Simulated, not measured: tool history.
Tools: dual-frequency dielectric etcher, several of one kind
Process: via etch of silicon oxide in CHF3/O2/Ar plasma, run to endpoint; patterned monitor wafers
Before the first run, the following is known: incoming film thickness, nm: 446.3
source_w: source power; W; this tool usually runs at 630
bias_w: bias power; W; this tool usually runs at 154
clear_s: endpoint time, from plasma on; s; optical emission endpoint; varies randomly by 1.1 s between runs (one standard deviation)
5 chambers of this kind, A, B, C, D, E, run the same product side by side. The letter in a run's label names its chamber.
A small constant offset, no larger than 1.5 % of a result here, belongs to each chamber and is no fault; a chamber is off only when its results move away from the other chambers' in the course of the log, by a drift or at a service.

run	day	source_w	bias_w	hours since the last wet clean	hours since the last source power generator calibration	hours since the last bias power generator calibration	clear_s
1B	0.142	630	154	512.9	1498.1	3304.4	235.18
2D	0.404	630	154	395.1	1789.9	2294.4	229.92
3A	0.625	630	154	291.7	3386.0	913.6	231.83
4C	0.896	630	154	85.2	2671.5	314.2	233.92
# day 0.946: chamber D: wet clean of the chamber
5E	1.158	630	154	362.3	897.8	2910.7	233.49
6C	1.421	630	154	97.8	2684.1	326.8	232.64
7B	1.654	630	154	549.2	1534.4	3340.7	235.15
8D	1.800	520	171	20.6	1823.4	2327.9	239.56
9A	2.029	520	171	325.4	3419.7	947.3	240.98
10E	2.183	520	171	386.9	922.4	2935.3	242.31
11E	2.400	520	171	392.1	927.6	2940.5	243.86
12B	2.617	520	171	572.3	1557.5	3363.8	244.75
13C	2.867	630	154	132.5	2718.8	361.5	232.53
14D	3.033	630	154	50.2	1853.0	2357.5	230.23
15A	3.271	630	154	355.2	3449.5	977.1	231.57
16E	3.392	630	154	415.9	951.4	2964.3	232.73
# day 3.475: chamber B: wet clean of the chamber
17D	3.521	630	154	61.9	1864.7	2369.2	229.95
18B	3.767	630	154	7.0	1585.1	3391.4	236.45
19A	3.988	470	181	372.4	3466.7	994.3	243.39
20C	4.162	470	181	163.6	2749.9	392.6	245.48
21D	4.375	470	181	82.4	1885.2	2389.7	243.42
22E	4.529	470	181	443.2	978.7	2991.6	244.69
23A	4.662	470	181	388.6	3482.9	1010.5	246.17
24B	4.867	630	154	33.4	1611.5	3417.8	234.72
25C	5.125	630	154	186.7	2773.0	415.7	232.98
26E	5.342	630	154	462.7	998.2	3011.1	228.81
27C	5.467	630	154	194.9	2781.2	423.9	233.40
28B	5.704	630	154	53.5	1631.6	3437.9	236.15
29D	5.971	630	154	120.7	1923.5	2428.0	229.38
30A	6.229	630	154	426.2	3520.5	1048.1	233.60
31E	6.375	630	154	487.5	1023.0	3035.9	225.44
32D	6.604	630	154	135.9	1938.7	2443.2	230.65
33B	6.742	630	154	78.4	1656.5	3462.8	233.91
34A	6.983	580	124	444.3	3538.6	1066.2	256.59
# day 6.996: chamber A: wet clean of the chamber
35C	7.208	580	124	236.7	2823.0	465.7	257.88
36D	7.475	580	124	156.8	1959.6	2464.1	253.27
37B	7.712	580	124	101.7	1679.8	3486.1	261.20
38C	7.933	580	124	254.1	2840.4	483.1	257.47
39E	8.171	630	154	530.6	1066.1	3079.0	223.14
40A	8.438	630	154	34.7	3573.5	1101.1	230.54
41C	8.633	630	154	270.9	2857.2	499.9	234.11

Each of the 5 chambers runs these same settings next. Fill in every chamber's results:
42A	8.825	630	165				?
42B	8.825	630	165				?
42C	8.825	630	165				?
42D	8.825	630	165				?
42E	8.825	630	165				?

run	clear_s
42A	225.76
42B	230.42
42C	228.29
42D	226.06
42E	218.44

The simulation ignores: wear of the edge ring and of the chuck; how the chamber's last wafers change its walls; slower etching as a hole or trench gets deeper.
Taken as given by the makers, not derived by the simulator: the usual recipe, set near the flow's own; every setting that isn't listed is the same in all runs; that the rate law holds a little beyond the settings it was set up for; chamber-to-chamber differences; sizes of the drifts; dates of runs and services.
